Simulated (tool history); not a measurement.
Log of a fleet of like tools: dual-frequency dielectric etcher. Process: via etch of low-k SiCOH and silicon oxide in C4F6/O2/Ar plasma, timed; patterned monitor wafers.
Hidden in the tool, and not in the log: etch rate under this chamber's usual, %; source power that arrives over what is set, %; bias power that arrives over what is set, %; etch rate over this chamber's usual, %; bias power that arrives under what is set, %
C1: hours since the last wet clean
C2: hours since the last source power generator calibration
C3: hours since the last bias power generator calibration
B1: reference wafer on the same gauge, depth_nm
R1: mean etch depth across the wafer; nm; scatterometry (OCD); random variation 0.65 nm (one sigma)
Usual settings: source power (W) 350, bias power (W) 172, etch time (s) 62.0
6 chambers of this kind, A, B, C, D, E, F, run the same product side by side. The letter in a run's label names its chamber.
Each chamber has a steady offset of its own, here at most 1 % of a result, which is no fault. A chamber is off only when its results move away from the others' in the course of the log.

run 1D hour=8.5 | source_power_(W)=350 bias_power_(W)=172 etch_time_(s)=62.0 | C1=87.1 C2=3373.7 C3=1256.1 | B1=154.04 | R1=152.34
run 2F hour=15.9 | source_power_(W)=350 bias_power_(W)=172 etch_time_(s)=62.0 | C1=70.8 C2=4097.7 C3=119.9 | B1=153.94 | R1=150.92
run 3B hour=25.7 | source_power_(W)=350 bias_power_(W)=172 etch_time_(s)=62.0 | C1=170.6 C2=143.2 C3=3132.0 | B1=154.10 | R1=150.44
run 4E hour=33.5 | source_power_(W)=350 bias_power_(W)=172 etch_time_(s)=62.0 | C1=139.9 C2=2739.5 C3=592.4 | B1=153.95 | R1=150.47
run 5C hour=39.2 | source_power_(W)=350 bias_power_(W)=172 etch_time_(s)=62.0 | C1=287.5 C2=2921.7 C3=3390.8 | B1=153.89 | R1=151.67
run 6A hour=45.3 | source_power_(W)=350 bias_power_(W)=172 etch_time_(s)=62.0 | C1=416.2 C2=1023.8 C3=3173.8 | B1=154.16 | R1=149.90
run 7D hour=54.8 | source_power_(W)=350 bias_power_(W)=172 etch_time_(s)=62.0 | C1=133.4 C2=3420.0 C3=1302.4 | B1=154.11 | R1=151.66
run 8B hour=62.1 | source_power_(W)=350 bias_power_(W)=172 etch_time_(s)=62.0 | C1=207.0 C2=179.6 C3=3168.4 | B1=154.04 | R1=150.82
run 9C hour=68.7 | source_power_(W)=350 bias_power_(W)=131 etch_time_(s)=62.0 | C1=317.0 C2=2951.2 C3=3420.3 | B1=153.96 | R1=138.32
run 10E hour=78.5 | source_power_(W)=350 bias_power_(W)=131 etch_time_(s)=62.0 | C1=184.9 C2=2784.5 C3=637.4 | B1=154.05 | R1=139.72
run 11F hour=88.0 | source_power_(W)=350 bias_power_(W)=131 etch_time_(s)=62.0 | C1=142.9 C2=4169.8 C3=192.0 | B1=154.06 | R1=139.14
-- hour=89.7 chamber A: wet clean of the chamber
run 12A hour=94.3 | source_power_(W)=350 bias_power_(W)=131 etch_time_(s)=62.0 | C1=4.6 C2=1072.8 C3=3222.8 | B1=154.08 | R1=138.32
run 13F hour=99.3 | source_power_(W)=350 bias_power_(W)=131 etch_time_(s)=62.0 | C1=154.2 C2=4181.1 C3=203.3 | B1=154.00 | R1=138.63
run 14D hour=108.8 | source_power_(W)=350 bias_power_(W)=131 etch_time_(s)=62.0 | C1=187.4 C2=3474.0 C3=1356.4 | B1=153.89 | R1=139.52
run 15A hour=118.3 | source_power_(W)=350 bias_power_(W)=172 etch_time_(s)=62.0 | C1=28.6 C2=1096.8 C3=3246.8 | B1=153.88 | R1=150.92
run 16B hour=122.9 | source_power_(W)=350 bias_power_(W)=172 etch_time_(s)=62.0 | C1=267.8 C2=240.4 C3=3229.2 | B1=153.93 | R1=149.55
run 17C hour=131.8 | source_power_(W)=350 bias_power_(W)=172 etch_time_(s)=62.0 | C1=380.1 C2=3014.3 C3=3483.4 | B1=154.00 | R1=148.86
run 18E hour=139.4 | source_power_(W)=350 bias_power_(W)=172 etch_time_(s)=62.0 | C1=245.8 C2=2845.4 C3=698.3 | B1=153.97 | R1=152.04
run 19B hour=149.7 | source_power_(W)=350 bias_power_(W)=172 etch_time_(s)=62.0 | C1=294.6 C2=267.2 C3=3256.0 | B1=153.97 | R1=150.65
-- hour=151.7 chamber E: source power generator calibrated
run 20F hour=158.1 | source_power_(W)=350 bias_power_(W)=172 etch_time_(s)=62.0 | C1=213.0 C2=4239.9 C3=262.1 | B1=153.93 | R1=150.58
run 21A hour=165.7 | source_power_(W)=290 bias_power_(W)=148 etch_time_(s)=62.0 | C1=76.0 C2=1144.2 C3=3294.2 | B1=154.14 | R1=134.43
run 22D hour=174.5 | source_power_(W)=290 bias_power_(W)=148 etch_time_(s)=62.0 | C1=253.1 C2=3539.7 C3=1422.1 | B1=153.93 | R1=133.28
run 23E hour=180.8 | source_power_(W)=290 bias_power_(W)=148 etch_time_(s)=62.0 | C1=287.2 C2=29.1 C3=739.7 | B1=154.08 | R1=134.29
-- hour=185.9 chamber C: source power generator calibrated
run 24C hour=185.9 | source_power_(W)=290 bias_power_(W)=148 etch_time_(s)=62.0 | C1=434.2 C2=0.1 C3=3537.5 | B1=153.91 | R1=130.54
run 25E hour=195.6 | source_power_(W)=290 bias_power_(W)=148 etch_time_(s)=62.0 | C1=302.0 C2=43.9 C3=754.5 | B1=153.83 | R1=133.10
run 26D hour=200.9 | source_power_(W)=290 bias_power_(W)=148 etch_time_(s)=62.0 | C1=279.5 C2=3566.1 C3=1448.5 | B1=153.91 | R1=134.47
run 27B hour=210.5 | source_power_(W)=350 bias_power_(W)=172 etch_time_(s)=62.0 | C1=355.4 C2=328.0 C3=3316.8 | B1=154.28 | R1=151.17
-- hour=216.8 chamber E: wet clean of the chamber
run 28A hour=220.8 | source_power_(W)=350 bias_power_(W)=172 etch_time_(s)=52.5 | C1=131.1 C2=1199.3 C3=3349.3 | B1=154.02 | R1=126.91
run 29F hour=230.8 | source_power_(W)=350 bias_power_(W)=172 etch_time_(s)=52.5 | C1=285.7 C2=4312.6 C3=334.8 | B1=154.07 | R1=127.70
run 30C hour=240.0 | source_power_(W)=350 bias_power_(W)=172 etch_time_(s)=52.5 | C1=488.3 C2=54.2 C3=3591.6 | B1=154.19 | R1=124.64
run 31B hour=246.9 | source_power_(W)=350 bias_power_(W)=172 etch_time_(s)=52.5 | C1=391.8 C2=364.4 C3=3353.2 | B1=153.97 | R1=127.70
run 32E hour=251.3 | source_power_(W)=350 bias_power_(W)=172 etch_time_(s)=52.5 | C1=34.5 C2=99.6 C3=810.2 | B1=153.94 | R1=127.21
run 33A hour=256.1 | source_power_(W)=350 bias_power_(W)=172 etch_time_(s)=52.5 | C1=166.4 C2=1234.6 C3=3384.6 | B1=153.96 | R1=128.07
-- hour=258.9 chamber C: bias power generator calibrated
run 34C hour=265.5 | source_power_(W)=350 bias_power_(W)=172 etch_time_(s)=62.0 | C1=513.8 C2=79.7 C3=6.6 | B1=154.16 | R1=145.87
run 35D hour=275.4 | source_power_(W)=350 bias_power_(W)=172 etch_time_(s)=62.0 | C1=354.0 C2=3640.6 C3=1523.0 | B1=153.98 | R1=152.19
run 36F hour=282.2 | source_power_(W)=350 bias_power_(W)=172 etch_time_(s)=62.0 | C1=337.1 C2=4364.0 C3=386.2 | B1=153.95 | R1=150.20
-- hour=287.5 chamber A: bias power generator calibrated
run 37E hour=291.6 | source_power_(W)=350 bias_power_(W)=172 etch_time_(s)=62.0 | C1=74.8 C2=139.9 C3=850.5 | B1=153.94 | R1=150.12
run 38F hour=299.3 | source_power_(W)=350 bias_power_(W)=172 etch_time_(s)=62.0 | C1=354.2 C2=4381.1 C3=403.3 | B1=153.88 | R1=151.00
-- hour=300.8 chamber D: wet clean of the chamber
-- hour=303.5 chamber D: bias power generator calibrated
run 39C hour=308.9 | source_power_(W)=350 bias_power_(W)=172 etch_time_(s)=49.5 | C1=557.2 C2=123.1 C3=50.0 | B1=154.00 | R1=115.28
run 40B hour=314.8 | source_power_(W)=350 bias_power_(W)=172 etch_time_(s)=49.5 | C1=459.7 C2=432.3 C3=3421.1 | B1=153.94 | R1=120.11
run 41D hour=321.2 | source_power_(W)=350 bias_power_(W)=172 etch_time_(s)=49.5 | C1=20.5 C2=3686.4 C3=17.8 | B1=154.08 | R1=120.08
run 42A hour=329.5 | source_power_(W)=350 bias_power_(W)=172 etch_time_(s)=49.5 | C1=239.8 C2=1308.0 C3=42.1 | B1=153.85 | R1=119.37

Next, every chamber runs the same settings. What will each give?
run 43A hour=336.8 | source_power_(W)=350 bias_power_(W)=172 etch_time_(s)=62.0 | R1=?
run 43B hour=336.8 | source_power_(W)=350 bias_power_(W)=172 etch_time_(s)=62.0 | R1=?
run 43C hour=336.8 | source_power_(W)=350 bias_power_(W)=172 etch_time_(s)=62.0 | R1=?
run 43D hour=336.8 | source_power_(W)=350 bias_power_(W)=172 etch_time_(s)=62.0 | R1=?
run 43E hour=336.8 | source_power_(W)=350 bias_power_(W)=172 etch_time_(s)=62.0 | R1=?
run 43F hour=336.8 | source_power_(W)=350 bias_power_(W)=172 etch_time_(s)=62.0 | R1=?

run=43A R1=149.81
run=43B R1=149.98
run=43C R1=144.73
run=43D R1=150.59
run=43E R1=152.03
run=43F R1=151.10
